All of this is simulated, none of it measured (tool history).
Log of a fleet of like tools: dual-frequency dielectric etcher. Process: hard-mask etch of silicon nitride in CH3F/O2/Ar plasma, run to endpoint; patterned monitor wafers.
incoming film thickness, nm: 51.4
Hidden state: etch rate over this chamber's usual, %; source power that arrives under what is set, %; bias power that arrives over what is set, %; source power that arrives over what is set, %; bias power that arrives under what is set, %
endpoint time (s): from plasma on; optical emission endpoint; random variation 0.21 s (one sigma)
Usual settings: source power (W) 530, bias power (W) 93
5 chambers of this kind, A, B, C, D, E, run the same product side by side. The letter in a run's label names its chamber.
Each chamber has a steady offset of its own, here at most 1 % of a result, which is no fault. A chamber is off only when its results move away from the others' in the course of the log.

run	hour	source power (W)	bias power (W)	hours since the last wet clean	hours since the last source power generator calibration	hours since the last bias power generator calibration	endpoint time (s)
1B	3.4	530	93	36.3	479.9	2010.0	61.884
2C	7.0	530	93	16.2	4064.6	416.8	61.774
3E	10.0	530	93	314.1	1374.8	3958.1	61.244
4A	13.0	530	93	293.1	2210.2	2563.1	61.142
5D	16.9	530	93	50.4	1734.0	1433.7	61.477
6D	20.8	530	93	54.3	1737.9	1437.6	61.446
7E	23.9	530	93	328.0	1388.7	3972.0	61.231
8A	27.8	530	93	307.9	2225.0	2577.9	61.463
9B	31.2	610	78	64.1	507.7	2037.8	61.862
10C	33.0	610	78	42.2	4090.6	442.8	61.944
11C	36.1	610	78	45.3	4093.7	445.9	62.061
12A	38.3	610	78	318.4	2235.5	2588.4	61.330
13D	41.3	610	78	74.8	1758.4	1458.1	62.437
# hour 42.0: chamber A: wet clean of the chamber
14E	45.3	530	93	349.4	1410.1	3993.4	61.312
15B	48.7	440	101	81.6	525.2	2055.3	64.299
16E	51.9	440	101	356.0	1416.7	4000.0	64.038
17A	55.8	440	101	13.8	2253.0	2605.9	62.054
18C	59.5	440	101	68.7	4117.1	469.3	64.358
19B	62.3	440	101	95.2	538.8	2068.9	64.507
20D	64.3	530	93	97.8	1781.4	1481.1	61.140
21A	67.2	530	93	25.2	2264.4	2617.3	59.574
22C	70.1	530	93	79.3	4127.7	479.9	61.778
23B	72.7	530	93	105.6	549.2	2079.3	61.679
# hour 74.3: chamber A: source power generator calibrated
24E	75.5	530	93	379.6	1440.3	4023.6	61.434
25D	79.6	530	93	113.1	1796.7	1496.4	61.525
26B	82.6	530	93	115.5	559.1	2089.2	62.002
27A	84.9	530	93	42.9	10.7	2635.0	59.694
28E	88.2	530	93	392.3	1453.0	4036.3	61.290
29D	91.8	530	93	125.3	1808.9	1508.6	61.337
30C	95.0	530	93	104.2	4152.6	504.8	61.350
31D	97.9	530	93	131.4	1815.0	1514.7	61.501
32C	100.5	530	93	109.7	4158.1	510.3	61.463
33E	102.9	530	93	407.0	1467.7	4051.0	61.196
34B	105.0	530	105	137.9	581.5	2111.6	58.729
35A	108.2	530	105	66.2	34.0	2658.3	57.334

Is one chamber off against the others, does the gauge drift, or is nothing wrong? If a chamber is off, say which, and what the likeliest cause is.

A service left chamber A off against the others.
Cause: etch rate over this chamber's usual, % = 2.82.

Here are 4 candidates for chamber A's next run, each the usual settings with a change, their results left as question marks. Which one brings its results back in line with what the others give on the usual settings?
In line means no further than this from the other chambers' mean on the usual settings: endpoint time (s) 0.730
36A-1	111.2	540	94				?
36A-2	111.2	520	92				?
36A-3	111.2	510	89				?
36A-4	111.2	530	101				?

The other chambers' mean on the usual settings: endpoint time (s) 61.541
run	endpoint time (s)
36A-1	59.161
36A-2	60.473
36A-3	61.631
36A-4	58.091
36A-3 brings the chamber back in line.
